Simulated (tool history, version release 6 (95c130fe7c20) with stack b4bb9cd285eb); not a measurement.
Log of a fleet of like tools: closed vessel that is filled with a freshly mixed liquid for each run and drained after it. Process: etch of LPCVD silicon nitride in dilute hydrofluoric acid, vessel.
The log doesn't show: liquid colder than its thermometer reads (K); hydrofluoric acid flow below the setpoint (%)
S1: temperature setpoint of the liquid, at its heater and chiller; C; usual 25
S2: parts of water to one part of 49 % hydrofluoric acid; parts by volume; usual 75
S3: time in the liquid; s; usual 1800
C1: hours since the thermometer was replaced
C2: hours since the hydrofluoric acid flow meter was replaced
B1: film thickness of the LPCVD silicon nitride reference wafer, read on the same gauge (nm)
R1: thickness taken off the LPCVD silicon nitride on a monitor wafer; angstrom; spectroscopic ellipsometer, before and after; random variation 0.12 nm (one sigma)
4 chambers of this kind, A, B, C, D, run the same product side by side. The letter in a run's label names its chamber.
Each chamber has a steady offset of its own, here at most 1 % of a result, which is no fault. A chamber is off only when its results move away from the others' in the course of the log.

| run | hour | S1 | S2 | S3 | C1 | C2 | B1 | R1 |
|---|---|---|---|---|---|---|---|---|
| 1B | 11.4 | 25 | 75 | 1800 | 1590.6 | 153.8 | 149.96 | 124.88 |
| 2C | 25.2 | 25 | 75 | 1800 | 459.5 | 28 | 149.97 | 124.45 |
| 3A | 39 | 25 | 75 | 1800 | 1796.9 | 103.9 | 150.02 | 121.98 |
| 4D | 45.8 | 25 | 75 | 1800 | 600.9 | 2151.1 | 150.01 | 125.4 |
| 5C | 52.6 | 25 | 75 | 1800 | 486.9 | 55.4 | 149.98 | 124.09 |
| 6A | 62.8 | 25 | 75 | 1800 | 1820.7 | 127.7 | 149.98 | 124.09 |
| 7B | 75.7 | 25 | 75 | 1800 | 1654.9 | 218.1 | 149.98 | 124.72 |
| 8D | 89 | 25 | 75 | 1800 | 644.1 | 2194.3 | 150 | 125.41 |
| 9C | 100.6 | 25 | 75 | 1800 | 534.9 | 103.4 | 150.03 | 124.98 |
|  | 106.6 | chamber D: hydrofluoric acid flow meter replaced |
| 10A | 109.3 | 22 | 75 | 2290 | 1867.2 | 174.2 | 150.02 | 125.5 |
|  | 114 | chamber D: thermometer replaced |
| 11D | 123.3 | 22 | 75 | 2290 | 9.4 | 16.8 | 149.98 | 131.62 |
| 12B | 131.8 | 22 | 75 | 2290 | 1711 | 274.2 | 149.95 | 128.78 |
| 13D | 141.4 | 22 | 75 | 2290 | 27.5 | 34.9 | 149.99 | 131.37 |
| 14C | 155.3 | 25 | 75 | 1800 | 589.6 | 158.1 | 149.95 | 122.5 |
| 15B | 167 | 25 | 75 | 1800 | 1746.2 | 309.4 | 150.01 | 123.92 |
| 16A | 174 | 25 | 75 | 1800 | 1931.9 | 238.9 | 149.99 | 121.22 |
| 17D | 180.9 | 25 | 75 | 1800 | 67 | 74.4 | 150.04 | 125.83 |
| 18A | 192.1 | 25 | 75 | 1800 | 1950 | 257 | 150.05 | 118.75 |
| 19B | 202.1 | 25 | 75 | 2270 | 1781.3 | 344.5 | 149.99 | 156.9 |
| 20C | 214.4 | 25 | 75 | 2270 | 648.7 | 217.2 | 149.94 | 156.97 |
| 21B | 228.3 | 25 | 75 | 2270 | 1807.5 | 370.7 | 150.01 | 156.94 |
| 22A | 239.6 | 25 | 75 | 2270 | 1997.5 | 304.5 | 149.99 | 149.52 |
| 23D | 246.8 | 25 | 75 | 1800 | 132.9 | 140.3 | 150 | 125.29 |
| 24C | 259.5 | 25 | 75 | 1800 | 693.8 | 262.3 | 149.98 | 122.77 |
| 25B | 266.9 | 25 | 75 | 1800 | 1846.1 | 409.3 | 150.03 | 125.31 |
| 26D | 280.3 | 25 | 75 | 1800 | 166.4 | 173.8 | 150.03 | 124.1 |
| 27C | 291.6 | 25 | 75 | 1800 | 725.9 | 294.4 | 149.98 | 124.14 |
| 28A | 305.3 | 25 | 75 | 1800 | 2063.2 | 370.2 | 150.04 | 113.88 |
| 29B | 312.4 | 25 | 75 | 1800 | 1891.6 | 454.8 | 150.01 | 124.66 |
| 30C | 319.2 | 21.5 | 50 | 1800 | 753.5 | 322 | 150 | 147.75 |
| 31A | 329.8 | 21.5 | 50 | 1800 | 2087.7 | 394.7 | 149.96 | 132.36 |
| 32D | 337.3 | 21.5 | 50 | 1800 | 223.4 | 230.8 | 149.98 | 145.18 |
| 33D | 345 | 21.5 | 50 | 1800 | 231.1 | 238.5 | 150.01 | 144.35 |
| 34A | 356.7 | 25 | 75 | 1800 | 2114.6 | 421.6 | 149.98 | 112.32 |
| 35B | 363 | 25 | 75 | 1800 | 1942.2 | 505.4 | 150.07 | 125.2 |
| 36C | 372 | 25 | 75 | 1800 | 806.3 | 374.8 | 149.98 | 122.83 |
| 37C | 384.7 | 25 | 75 | 1800 | 819 | 387.5 | 150.03 | 123.9 |

Next, every chamber runs the same settings. What will each give?
| 38A | 394.9 | 25 | 75 | 1800 |  |  |  | ? |
| 38B | 394.9 | 25 | 75 | 1800 |  |  |  | ? |
| 38C | 394.9 | 25 | 75 | 1800 |  |  |  | ? |
| 38D | 394.9 | 25 | 75 | 1800 |  |  |  | ? |

| run | R1 |
|---|---|
| 38A | 111.45 |
| 38B | 124.52 |
| 38C | 121.9 |
| 38D | 124.19 |
